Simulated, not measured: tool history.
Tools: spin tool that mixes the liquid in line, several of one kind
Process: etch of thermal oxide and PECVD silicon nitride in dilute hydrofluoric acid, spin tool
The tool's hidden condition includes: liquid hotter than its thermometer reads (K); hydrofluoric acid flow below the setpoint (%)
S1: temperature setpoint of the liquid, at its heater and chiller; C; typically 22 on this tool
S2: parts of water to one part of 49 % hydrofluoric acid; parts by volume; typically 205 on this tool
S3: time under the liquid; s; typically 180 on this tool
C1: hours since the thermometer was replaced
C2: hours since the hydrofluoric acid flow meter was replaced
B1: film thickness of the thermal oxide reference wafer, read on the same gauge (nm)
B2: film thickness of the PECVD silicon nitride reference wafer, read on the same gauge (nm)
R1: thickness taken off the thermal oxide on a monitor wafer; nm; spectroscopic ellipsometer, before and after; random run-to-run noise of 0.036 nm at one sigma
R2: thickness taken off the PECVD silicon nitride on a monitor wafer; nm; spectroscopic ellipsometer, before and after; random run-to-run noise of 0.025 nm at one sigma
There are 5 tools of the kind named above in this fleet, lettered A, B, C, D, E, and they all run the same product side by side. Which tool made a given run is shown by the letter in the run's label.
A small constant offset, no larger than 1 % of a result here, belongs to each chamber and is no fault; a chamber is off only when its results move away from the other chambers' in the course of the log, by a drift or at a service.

run 1B day=0.604 | S1=22 S2=205 S3=180 | C1=840 C2=1176.5 | B1=80.016 B2=39.986 | R1=3.5683 R2=3.9273
run 2C day=0.946 | S1=22 S2=205 S3=180 | C1=2068.6 C2=690.7 | B1=80.01 B2=40.041 | R1=3.6144 R2=3.9421
run 3E day=1.558 | S1=22 S2=205 S3=180 | C1=275.4 C2=776.6 | B1=80.031 B2=40.015 | R1=3.6119 R2=3.9575
run 4A day=1.858 | S1=22 S2=205 S3=180 | C1=397 C2=948.9 | B1=79.987 B2=39.957 | R1=3.5605 R2=3.8954
run 5D day=2.312 | S1=22 S2=285 S3=215 | C1=1975 C2=865.8 | B1=80.024 B2=40.006 | R1=2.8079 R2=3.4059
run 6B day=2.771 | S1=22 S2=285 S3=215 | C1=892 C2=1228.5 | B1=80.002 B2=40.023 | R1=2.7754 R2=3.3553
run 7D day=3.225 | S1=22 S2=285 S3=215 | C1=1996.9 C2=887.7 | B1=79.99 B2=39.993 | R1=2.7702 R2=3.4287
run 8E day=3.571 | S1=22 S2=285 S3=215 | C1=323.7 C2=824.9 | B1=80.002 B2=40 | R1=2.8387 R2=3.3587
run 9C day=4.058 | S1=22 S2=285 S3=215 | C1=2143.3 C2=765.4 | B1=79.987 B2=39.996 | R1=2.8581 R2=3.4133
run 10A day=4.388 | S1=22 S2=205 S3=180 | C1=457.7 C2=1009.6 | B1=80.021 B2=40.011 | R1=3.5476 R2=3.8977
-- day=4.433 chamber E: hydrofluoric acid flow meter replaced
run 11D day=5 | S1=22 S2=205 S3=180 | C1=2039.5 C2=930.3 | B1=79.997 B2=40.041 | R1=3.5683 R2=3.9519
run 12E day=5.296 | S1=22 S2=205 S3=180 | C1=365.1 C2=20.7 | B1=79.981 B2=40.014 | R1=3.5955 R2=3.9124
run 13B day=5.804 | S1=26 S2=205 S3=180 | C1=964.8 C2=1301.3 | B1=79.994 B2=39.977 | R1=4.0568 R2=4.989
run 14A day=6.146 | S1=26 S2=205 S3=180 | C1=499.9 C2=1051.8 | B1=80.023 B2=39.975 | R1=4.217 R2=5.0327
run 15C day=6.433 | S1=26 S2=205 S3=180 | C1=2200.3 C2=822.4 | B1=80.018 B2=39.983 | R1=4.2755 R2=5.1355
run 16E day=6.8 | S1=26 S2=205 S3=180 | C1=401.2 C2=56.8 | B1=80.016 B2=39.994 | R1=4.1826 R2=5.0708
run 17B day=7.208 | S1=26 S2=205 S3=180 | C1=998.5 C2=1335 | B1=79.983 B2=40.012 | R1=4.086 R2=4.9647
run 18A day=7.812 | S1=22 S2=205 S3=180 | C1=539.9 C2=1091.8 | B1=80.01 B2=40.012 | R1=3.5609 R2=3.9405
run 19D day=8.325 | S1=22 S2=205 S3=180 | C1=2119.3 C2=1010.1 | B1=79.996 B2=40.001 | R1=3.5877 R2=3.9482
run 20C day=8.917 | S1=22 S2=205 S3=180 | C1=2259.9 C2=882 | B1=79.985 B2=39.981 | R1=3.6201 R2=3.9501
run 21D day=9.412 | S1=22 S2=205 S3=140 | C1=2145.4 C2=1036.2 | B1=80.013 B2=40.024 | R1=2.7633 R2=3.0401
-- day=9.958 chamber A: hydrofluoric acid flow meter replaced
run 22E day=10.062 | S1=22 S2=205 S3=140 | C1=479.5 C2=135.1 | B1=79.993 B2=40.019 | R1=2.8108 R2=3.0963
-- day=10.092 chamber C: hydrofluoric acid flow meter replaced
-- day=10.092 chamber D: hydrofluoric acid flow meter replaced
-- day=10.304 chamber E: thermometer replaced
run 23B day=10.492 | S1=22 S2=205 S3=140 | C1=1077.3 C2=1413.8 | B1=79.994 B2=40.007 | R1=2.6704 R2=2.9552
run 24A day=11.017 | S1=22 S2=205 S3=140 | C1=616.8 C2=25.4 | B1=80 B2=39.993 | R1=2.8154 R2=3.0065
-- day=11.196 chamber C: thermometer replaced
run 25C day=11.392 | S1=22 S2=205 S3=140 | C1=4.7 C2=31.2 | B1=79.978 B2=39.97 | R1=2.7192 R2=3.0342
run 26D day=11.821 | S1=22 S2=205 S3=180 | C1=2203.2 C2=41.5 | B1=80.017 B2=39.973 | R1=3.5626 R2=3.921
run 27B day=12.288 | S1=22 S2=205 S3=180 | C1=1120.4 C2=1456.9 | B1=79.977 B2=40.017 | R1=3.4261 R2=3.7588
run 28E day=12.833 | S1=22 S2=205 S3=180 | C1=60.8 C2=201.6 | B1=80.002 B2=40.013 | R1=3.5069 R2=3.9155
run 29A day=13.262 | S1=22 S2=205 S3=180 | C1=670.7 C2=79.3 | B1=79.979 B2=39.997 | R1=3.5284 R2=3.9093
run 30C day=13.588 | S1=22 S2=205 S3=180 | C1=57.4 C2=83.9 | B1=80.007 B2=39.976 | R1=3.6152 R2=3.925
run 31D day=14.1 | S1=22 S2=205 S3=180 | C1=2257.9 C2=96.2 | B1=79.975 B2=39.977 | R1=3.5211 R2=3.9633
run 32A day=14.638 | S1=22 S2=205 S3=245 | C1=703.7 C2=112.3 | B1=80 B2=40.017 | R1=4.8393 R2=5.3603
run 33C day=15.042 | S1=22 S2=205 S3=245 | C1=92.3 C2=118.8 | B1=80.017 B2=40.006 | R1=4.848 R2=5.3438
run 34E day=15.375 | S1=22 S2=205 S3=245 | C1=121.8 C2=262.6 | B1=80.006 B2=40.01 | R1=4.7608 R2=5.2979

Each of the 5 chambers runs these same settings next. Fill in every chamber's results:
run 35A day=15.85 | S1=23.5 S2=205 S3=180 | R1=? R2=?
run 35B day=15.85 | S1=23.5 S2=205 S3=180 | R1=? R2=?
run 35C day=15.85 | S1=23.5 S2=205 S3=180 | R1=? R2=?
run 35D day=15.85 | S1=23.5 S2=205 S3=180 | R1=? R2=?
run 35E day=15.85 | S1=23.5 S2=205 S3=180 | R1=? R2=?

run=35A R1=3.7413 R2=4.2535
run=35B R1=3.5426 R2=4.0476
run=35C R1=3.7717 R2=4.2895
run=35D R1=3.7978 R2=4.3048
run=35E R1=3.7043 R2=4.3042
